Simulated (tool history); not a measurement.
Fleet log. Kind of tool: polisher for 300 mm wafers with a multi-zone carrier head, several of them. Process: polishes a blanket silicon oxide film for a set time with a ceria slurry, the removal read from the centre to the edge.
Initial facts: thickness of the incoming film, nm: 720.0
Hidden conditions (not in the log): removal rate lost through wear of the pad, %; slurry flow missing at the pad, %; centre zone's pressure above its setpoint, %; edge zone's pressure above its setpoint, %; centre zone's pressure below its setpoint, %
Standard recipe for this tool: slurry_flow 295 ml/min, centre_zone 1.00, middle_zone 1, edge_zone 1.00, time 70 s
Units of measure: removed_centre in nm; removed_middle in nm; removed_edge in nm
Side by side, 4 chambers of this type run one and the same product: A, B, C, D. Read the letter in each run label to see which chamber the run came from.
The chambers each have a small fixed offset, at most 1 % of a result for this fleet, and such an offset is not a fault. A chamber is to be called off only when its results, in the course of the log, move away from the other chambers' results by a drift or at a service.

run,hour,slurry_flow,centre_zone,middle_zone,edge_zone,time,wafers polished on this pad,hours since the slurry nozzle was cleaned,hours since the centre zone pressure was calibrated,hours since the edge zone pressure was calibrated,removed_centre,removed_middle,removed_edge
1C,2.9,295,1.00,1,1.00,70,539,503.2,1188.1,182.2,164.29,168.34,171.95
# hour 6.4: chamber D: worn pad replaced by a new one
2B,7.6,295,1.00,1,1.00,70,339,161.5,104.8,573.7,168.54,172.82,167.68
3D,12.8,295,1.00,1,1.00,70,43,323.4,149.0,661.1,167.25,172.94,172.77
4A,15.4,295,1.00,1,1.00,70,1174,637.8,102.4,248.2,168.59,169.06,170.38
5A,20.2,295,1.00,1,1.00,70,1207,642.6,107.2,253.0,172.83,168.26,167.58
6C,25.2,295,1.00,1,1.00,70,688,525.5,1210.4,204.5,165.75,169.46,169.90
7B,28.1,295,1.04,1,1.00,70,476,182.0,125.3,594.2,177.06,169.54,170.25
# hour 28.9: chamber A: worn pad replaced by a new one
8D,30.9,295,1.04,1,1.00,70,164,341.5,167.1,679.2,177.69,168.93,168.39
9B,34.4,295,1.04,1,1.00,70,518,188.3,131.6,600.5,177.64,169.58,171.60
10A,36.7,295,1.04,1,1.00,70,52,659.1,123.7,269.5,178.14,169.67,166.11
# hour 37.8: chamber C: centre zone pressure recalibrated
11C,40.1,295,1.00,1,1.00,70,787,540.4,2.4,219.4,189.30,171.96,167.94
12D,43.9,295,1.00,1,1.00,70,250,354.5,180.1,692.2,166.52,167.01,168.23
13B,46.7,295,1.00,1,1.00,70,600,200.6,143.9,612.8,171.54,171.53,168.21
14D,51.9,295,1.00,1,1.00,70,304,362.5,188.1,700.2,169.05,165.66,167.20
15C,55.4,295,1.00,1,1.00,70,889,555.7,17.7,234.7,193.01,169.24,167.30
16A,57.7,295,1.00,1,1.00,70,192,680.1,144.7,290.5,171.95,168.95,173.19
17A,60.3,295,1.00,1,1.00,70,210,682.7,147.3,293.1,173.88,170.60,170.19
18D,64.4,295,1.00,1,1.00,70,387,375.0,200.6,712.7,171.03,170.60,167.96
19B,67.5,295,1.00,1,1.00,70,739,221.4,164.7,633.6,172.85,169.67,167.88
20C,71.9,295,1.00,1,1.00,70,1000,572.2,34.2,251.2,186.91,170.38,164.45
21D,76.2,295,1.00,1,1.00,70,466,386.8,212.4,724.5,167.20,167.17,167.79
22A,80.3,295,1.00,1,1.00,70,343,702.7,167.3,313.1,167.45,169.63,170.30
23C,82.7,295,1.00,1,1.00,70,1072,583.0,45.0,262.0,191.02,170.37,166.79
24B,87.6,295,1.00,1,1.00,70,874,241.5,184.8,653.7,170.38,172.58,168.87
25A,91.4,295,1.00,1,1.00,70,418,713.8,178.4,324.2,170.84,165.47,171.30
26C,94.5,295,1.00,1,1.00,70,1151,594.8,56.8,273.8,187.22,164.41,168.53
# hour 97.4: chamber D: worn pad replaced by a new one
# hour 97.4: chamber D: slurry nozzle cleaned
# hour 97.7: chamber B: worn pad replaced by a new one
27B,98.5,295,1.00,1,1.00,70,5,252.4,195.7,664.6,170.29,168.74,172.27
28D,101.6,295,1.00,1,1.00,70,28,4.3,237.8,749.9,168.67,167.84,169.66
29A,104.2,295,1.00,1,1.11,87,503,726.6,191.2,337.0,213.92,213.25,223.01
30C,107.8,295,1.00,1,1.11,87,1240,608.1,70.1,287.1,233.66,207.84,217.50
31D,110.3,295,1.00,1,1.11,87,86,13.0,246.5,758.6,210.61,208.24,219.16

Predict what each chamber gives when all 4 of them run the settings below next.
32A,114.1,295,1.00,1,1.00,70,,,,,?,?,?
32B,114.1,295,1.00,1,1.00,70,,,,,?,?,?
32C,114.1,295,1.00,1,1.00,70,,,,,?,?,?
32D,114.1,295,1.00,1,1.00,70,,,,,?,?,?

run,removed_centre,removed_middle,removed_edge
32A,167.39,166.59,170.16
32B,170.80,171.28,171.60
32C,185.00,168.34,171.79
32D,166.90,165.68,166.48
